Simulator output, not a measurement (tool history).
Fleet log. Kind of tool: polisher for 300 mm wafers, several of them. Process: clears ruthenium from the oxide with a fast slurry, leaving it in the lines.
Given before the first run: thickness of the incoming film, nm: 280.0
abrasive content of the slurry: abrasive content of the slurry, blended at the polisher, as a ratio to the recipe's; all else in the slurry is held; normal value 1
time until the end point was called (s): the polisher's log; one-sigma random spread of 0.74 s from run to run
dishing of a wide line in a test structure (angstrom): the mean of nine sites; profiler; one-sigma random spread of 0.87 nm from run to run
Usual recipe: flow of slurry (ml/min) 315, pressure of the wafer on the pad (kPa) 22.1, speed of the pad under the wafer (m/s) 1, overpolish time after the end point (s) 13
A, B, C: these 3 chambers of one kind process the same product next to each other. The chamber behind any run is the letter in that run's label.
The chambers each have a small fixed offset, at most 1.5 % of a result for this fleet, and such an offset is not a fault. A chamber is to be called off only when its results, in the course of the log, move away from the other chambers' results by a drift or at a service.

run,hour,flow of slurry (ml/min),pressure of the wafer on the pad (kPa),speed of the pad under the wafer (m/s),abrasive content of the slurry,overpolish time after the end point (s),wafers polished on this pad,hours since the slurry nozzle was cleaned,hours since the head pressure was calibrated,hours since the slurry blender was calibrated,time until the end point was called (s),dishing of a wide line in a test structure (angstrom)
1C,9.4,315,22.1,1,1,13,252,114.4,527.7,300.7,52.211,573.65
2B,14.9,315,22.1,1,1,13,305,187.1,67.2,216.7,51.772,575.43
3A,20.9,315,22.1,1,1,13,574,278.3,247.6,153.1,52.189,566.41
4B,28.2,315,22.1,1,1,13,391,200.4,80.5,230,53.591,557.75
# hour 31.3: chamber A: worn pad replaced by a new one
5A,33.4,315,22.1,1,1,13,14,290.8,260.1,165.6,50.246,561.17
6C,42.7,315,17.9,0.72,1,13,468,147.7,561,334,88.89,354.57
7B,51.7,315,17.9,0.72,1,13,544,223.9,104,253.5,89.818,346.11
8A,56.4,315,17.9,0.72,1,13,163,313.8,283.1,188.6,89.421,346.8
# hour 60.9: chamber C: head pressure recalibrated
9C,62.5,315,22.1,1,1,13,597,167.5,1.7,353.8,51.684,557.52
10A,70.2,315,22.1,1,1,13,253,327.6,296.9,202.4,51.171,564.2
# hour 72: chamber C: worn pad replaced by a new one
11C,79.8,315,22.1,1,1,13,50,184.8,19,371.1,51.254,551.74
12B,85.6,315,22.1,1,1,13,764,257.8,137.9,287.4,51.952,563.59
13C,92.7,315,22.1,1,1,13,134,197.7,31.9,384,52.835,559.48
14B,98.3,315,22.1,1,1,13,846,270.5,150.6,300.1,53.609,579.34
15A,102.7,315,22.1,1,1,13,463,360.1,329.4,234.9,52.15,578.25
# hour 107.9: chamber C: slurry blender recalibrated
16B,109.5,315,22.1,1,1,13,919,281.7,161.8,311.3,52.632,559.73
# hour 116.8: chamber B: slurry blender recalibrated
17C,117.1,315,22.1,1,1,13,293,222.1,56.3,9.3,51.526,567.03
# hour 125.8: chamber B: worn pad replaced by a new one
18A,126.4,315,22.1,1,1,13,617,383.8,353.1,258.6,52.197,574.6
19C,135.1,315,22.1,1,1,13,409,240.1,74.3,27.3,50.593,551.42
# hour 137.5: chamber A: worn pad replaced by a new one
20A,139.4,315,22.1,1,1,13,12,396.8,366.1,271.6,52.28,566.3
21B,147.4,315,22.1,1,1,13,140,319.6,199.7,30.6,53.123,571.72
22C,155.8,315,22.1,1,1,13,544,260.8,95,48,52.827,572.15
23B,163.4,315,22.1,1,1,13,244,335.6,215.7,46.6,52.584,577.95
24A,169.8,315,22.1,1,1,13,210,427.2,396.5,302,51.078,554.45
25A,176.2,315,22.1,1,1,13,251,433.6,402.9,308.4,51.051,549.68
26C,181.9,315,22.1,1,1,13,713,286.9,121.1,74.1,52.489,584.76
# hour 186.9: chamber B: slurry nozzle cleaned
27B,188.9,315,22.1,1,1,13,409,2.1,241.2,72.1,53.054,548.56
# hour 193.6: chamber A: slurry blender recalibrated
28C,197.5,315,25.5,1,1,13,814,302.5,136.7,89.7,44.705,619.63
# hour 198.5: chamber C: worn pad replaced by a new one
29B,206.7,315,25.5,1,1,13,525,19.9,259,89.9,45.073,635.01
30A,214.3,315,25.5,1,1,13,498,471.7,441,20.8,43.264,650.74
31C,221.6,315,22.1,1,1,13,150,326.6,160.8,113.8,51.633,563.63

Each of the 3 chambers runs these same settings next. Fill in every chamber's results:
32A,228.6,315,22.1,1,1,13,,,,,?,?
32B,228.6,315,22.1,1,1,13,,,,,?,?
32C,228.6,315,22.1,1,1,13,,,,,?,?

run,time until the end point was called (s),dishing of a wide line in a test structure (angstrom)
32A,51.056,571.06
32B,52.474,559.4
32C,52.185,557.79
